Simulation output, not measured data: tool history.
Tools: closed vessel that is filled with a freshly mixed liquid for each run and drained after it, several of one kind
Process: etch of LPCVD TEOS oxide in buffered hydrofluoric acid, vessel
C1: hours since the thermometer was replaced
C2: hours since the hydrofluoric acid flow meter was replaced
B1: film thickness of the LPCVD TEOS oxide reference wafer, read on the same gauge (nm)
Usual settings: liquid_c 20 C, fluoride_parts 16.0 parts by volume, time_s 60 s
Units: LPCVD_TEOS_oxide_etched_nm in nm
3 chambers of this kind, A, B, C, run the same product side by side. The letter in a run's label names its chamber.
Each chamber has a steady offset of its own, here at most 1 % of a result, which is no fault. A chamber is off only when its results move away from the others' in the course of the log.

run 1A day=0.150 | liquid_c=20 fluoride_parts=16.0 time_s=60 | C1=687.5 C2=990.5 | B1=90.026 | LPCVD_TEOS_oxide_etched_nm=71.872
run 2C day=0.275 | liquid_c=20 fluoride_parts=16.0 time_s=60 | C1=158.0 C2=1566.7 | B1=89.990 | LPCVD_TEOS_oxide_etched_nm=70.938
run 3B day=0.362 | liquid_c=20 fluoride_parts=16.0 time_s=60 | C1=213.7 C2=622.5 | B1=89.996 | LPCVD_TEOS_oxide_etched_nm=71.612
run 4B day=0.517 | liquid_c=20 fluoride_parts=16.0 time_s=60 | C1=217.4 C2=626.2 | B1=90.020 | LPCVD_TEOS_oxide_etched_nm=72.205
run 5C day=0.612 | liquid_c=20 fluoride_parts=16.0 time_s=60 | C1=166.1 C2=1574.8 | B1=89.987 | LPCVD_TEOS_oxide_etched_nm=72.421
run 6A day=0.708 | liquid_c=20 fluoride_parts=16.0 time_s=60 | C1=700.9 C2=1003.9 | B1=90.009 | LPCVD_TEOS_oxide_etched_nm=72.909
run 7C day=0.892 | liquid_c=20 fluoride_parts=16.0 time_s=60 | C1=172.8 C2=1581.5 | B1=89.995 | LPCVD_TEOS_oxide_etched_nm=72.294
run 8A day=1.012 | liquid_c=20 fluoride_parts=16.0 time_s=60 | C1=708.2 C2=1011.2 | B1=89.990 | LPCVD_TEOS_oxide_etched_nm=72.952
run 9B day=1.204 | liquid_c=20 fluoride_parts=16.0 time_s=60 | C1=233.9 C2=642.7 | B1=90.007 | LPCVD_TEOS_oxide_etched_nm=71.778
run 10A day=1.329 | liquid_c=20 fluoride_parts=16.0 time_s=60 | C1=715.8 C2=1018.8 | B1=90.002 | LPCVD_TEOS_oxide_etched_nm=74.062
run 11B day=1.438 | liquid_c=20 fluoride_parts=10.5 time_s=60 | C1=239.5 C2=648.3 | B1=90.001 | LPCVD_TEOS_oxide_etched_nm=108.290
run 12C day=1.533 | liquid_c=20 fluoride_parts=10.5 time_s=60 | C1=188.2 C2=1596.9 | B1=90.021 | LPCVD_TEOS_oxide_etched_nm=107.330
run 13A day=1.633 | liquid_c=20 fluoride_parts=10.5 time_s=60 | C1=723.1 C2=1026.1 | B1=90.009 | LPCVD_TEOS_oxide_etched_nm=114.760
run 14B day=1.796 | liquid_c=20 fluoride_parts=16.0 time_s=60 | C1=248.1 C2=656.9 | B1=90.005 | LPCVD_TEOS_oxide_etched_nm=70.954
run 15C day=1.938 | liquid_c=20 fluoride_parts=16.0 time_s=60 | C1=197.9 C2=1606.6 | B1=89.998 | LPCVD_TEOS_oxide_etched_nm=70.947
run 16C day=2.100 | liquid_c=20 fluoride_parts=16.0 time_s=60 | C1=201.8 C2=1610.5 | B1=89.986 | LPCVD_TEOS_oxide_etched_nm=71.135
run 17A day=2.242 | liquid_c=20 fluoride_parts=16.0 time_s=60 | C1=737.7 C2=1040.7 | B1=89.985 | LPCVD_TEOS_oxide_etched_nm=78.487
run 18B day=2.421 | liquid_c=20 fluoride_parts=16.0 time_s=60 | C1=263.1 C2=671.9 | B1=90.017 | LPCVD_TEOS_oxide_etched_nm=69.791
run 19C day=2.583 | liquid_c=20 fluoride_parts=16.0 time_s=60 | C1=213.4 C2=1622.1 | B1=90.014 | LPCVD_TEOS_oxide_etched_nm=72.084
run 20B day=2.758 | liquid_c=20 fluoride_parts=16.0 time_s=60 | C1=271.2 C2=680.0 | B1=89.997 | LPCVD_TEOS_oxide_etched_nm=72.033
run 21A day=2.908 | liquid_c=20 fluoride_parts=16.0 time_s=60 | C1=753.7 C2=1056.7 | B1=89.986 | LPCVD_TEOS_oxide_etched_nm=81.264
run 22A day=3.017 | liquid_c=20 fluoride_parts=16.0 time_s=60 | C1=756.3 C2=1059.3 | B1=89.993 | LPCVD_TEOS_oxide_etched_nm=83.149
run 23B day=3.117 | liquid_c=20 fluoride_parts=16.0 time_s=60 | C1=279.8 C2=688.6 | B1=89.998 | LPCVD_TEOS_oxide_etched_nm=71.132
run 24C day=3.204 | liquid_c=20 fluoride_parts=16.0 time_s=60 | C1=228.3 C2=1637.0 | B1=89.997 | LPCVD_TEOS_oxide_etched_nm=71.841

Is one chamber off against the others, does the gauge drift, or is nothing wrong? If a chamber is off, say which, and what the likeliest cause is.

Chamber A drifts away from the others.
Cause: liquid hotter than its thermometer reads (K) = 2.63.

Here are 4 candidates for chamber A's next run, each the usual settings with a change, their results left as question marks. Which one brings its results back in line with what the others give on the usual settings?
In line means no further than this from the other chambers' mean on the usual settings: LPCVD_TEOS_oxide_etched_nm 2.500 nm
run 25A-1 day=3.338 | liquid_c=21.0 fluoride_parts=14.5 time_s=60 | LPCVD_TEOS_oxide_etched_nm=?
run 25A-2 day=3.338 | liquid_c=20.0 fluoride_parts=14.5 time_s=70 | LPCVD_TEOS_oxide_etched_nm=?
run 25A-3 day=3.338 | liquid_c=19.0 fluoride_parts=16.0 time_s=50 | LPCVD_TEOS_oxide_etched_nm=?
run 25A-4 day=3.338 | liquid_c=19.5 fluoride_parts=16.5 time_s=55 | LPCVD_TEOS_oxide_etched_nm=?

The other chambers' mean on the usual settings: LPCVD_TEOS_oxide_etched_nm 71.515 nm
run=25A-1 LPCVD_TEOS_oxide_etched_nm=97.226
run=25A-2 LPCVD_TEOS_oxide_etched_nm=107.310
run=25A-3 LPCVD_TEOS_oxide_etched_nm=65.782
run=25A-4 LPCVD_TEOS_oxide_etched_nm=72.154
25A-4 brings the chamber back in line.

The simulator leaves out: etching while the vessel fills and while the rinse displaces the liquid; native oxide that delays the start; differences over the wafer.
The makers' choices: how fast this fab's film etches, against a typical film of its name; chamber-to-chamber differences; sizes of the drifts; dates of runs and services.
